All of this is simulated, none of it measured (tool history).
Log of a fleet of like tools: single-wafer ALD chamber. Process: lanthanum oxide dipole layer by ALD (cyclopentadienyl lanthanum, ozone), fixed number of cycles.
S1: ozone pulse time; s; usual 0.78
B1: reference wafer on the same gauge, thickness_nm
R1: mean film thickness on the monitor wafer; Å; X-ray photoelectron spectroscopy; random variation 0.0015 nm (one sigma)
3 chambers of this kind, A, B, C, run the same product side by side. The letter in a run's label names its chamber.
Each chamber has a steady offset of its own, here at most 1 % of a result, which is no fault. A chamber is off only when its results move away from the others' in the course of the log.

run,hour,S1,B1,R1
1B,7.2,0.78,0.43879,4.5415
2C,16.5,0.78,0.43898,4.577
3A,23.8,0.78,0.43907,4.5232
4A,31.7,0.78,0.43908,4.5025
5B,42.4,0.78,0.43875,4.5312
6C,54.6,0.78,0.43907,4.5886
7B,66,0.78,0.43918,4.5632
# hour 68.9: chamber A: thermocouple changed; heater temperature recalibrated
8A,73.1,0.78,0.43957,4.536
9C,85.6,0.78,0.43903,4.516
10C,96.3,0.78,0.43919,4.5498
11B,104.2,0.78,0.43929,4.5536
12A,114.9,0.78,0.43901,4.5143
13A,128.2,0.78,0.43903,4.4934
14C,135.5,0.78,0.43929,4.5099
15B,147.2,0.78,0.43917,4.5419
16A,158.6,0.78,0.43888,4.5241
17C,170.4,0.78,0.43914,4.4546
18B,183.1,0.78,0.43859,4.5533
19B,196.5,0.78,0.43907,4.526
# hour 201.2: chamber A: ozone generator serviced
20C,206.2,0.78,0.43925,4.4311
21A,219.7,0.78,0.4393,4.5439
22C,232.7,1.06,0.43909,4.9803
23A,242.3,1.06,0.43888,5.0513

Is one chamber off against the others, does the gauge drift, or is nothing wrong? If a chamber is off, say which, and what the likeliest cause is.

Chamber C drifts away from the others.
Cause: ozone dose below that of a generator just serviced (%) = 9.48.

Here are 4 candidates for chamber C's next run, each the usual settings with a change, their results left as question marks. Which one brings its results back in line with what the others give on the usual settings?
In line means no further than this from the other chambers' mean on the usual settings: R1 0.051 Å
24C-1,252.1,0.72,,?
24C-2,252.1,0.84,,?
24C-3,252.1,0.8,,?
24C-4,252.1,0.76,,?

The other chambers' mean on the usual settings: R1 4.5315 Å
run,R1
24C-1,4.2183
24C-2,4.5233
24C-3,4.4289
24C-4,4.3274
24C-2 brings the chamber back in line.

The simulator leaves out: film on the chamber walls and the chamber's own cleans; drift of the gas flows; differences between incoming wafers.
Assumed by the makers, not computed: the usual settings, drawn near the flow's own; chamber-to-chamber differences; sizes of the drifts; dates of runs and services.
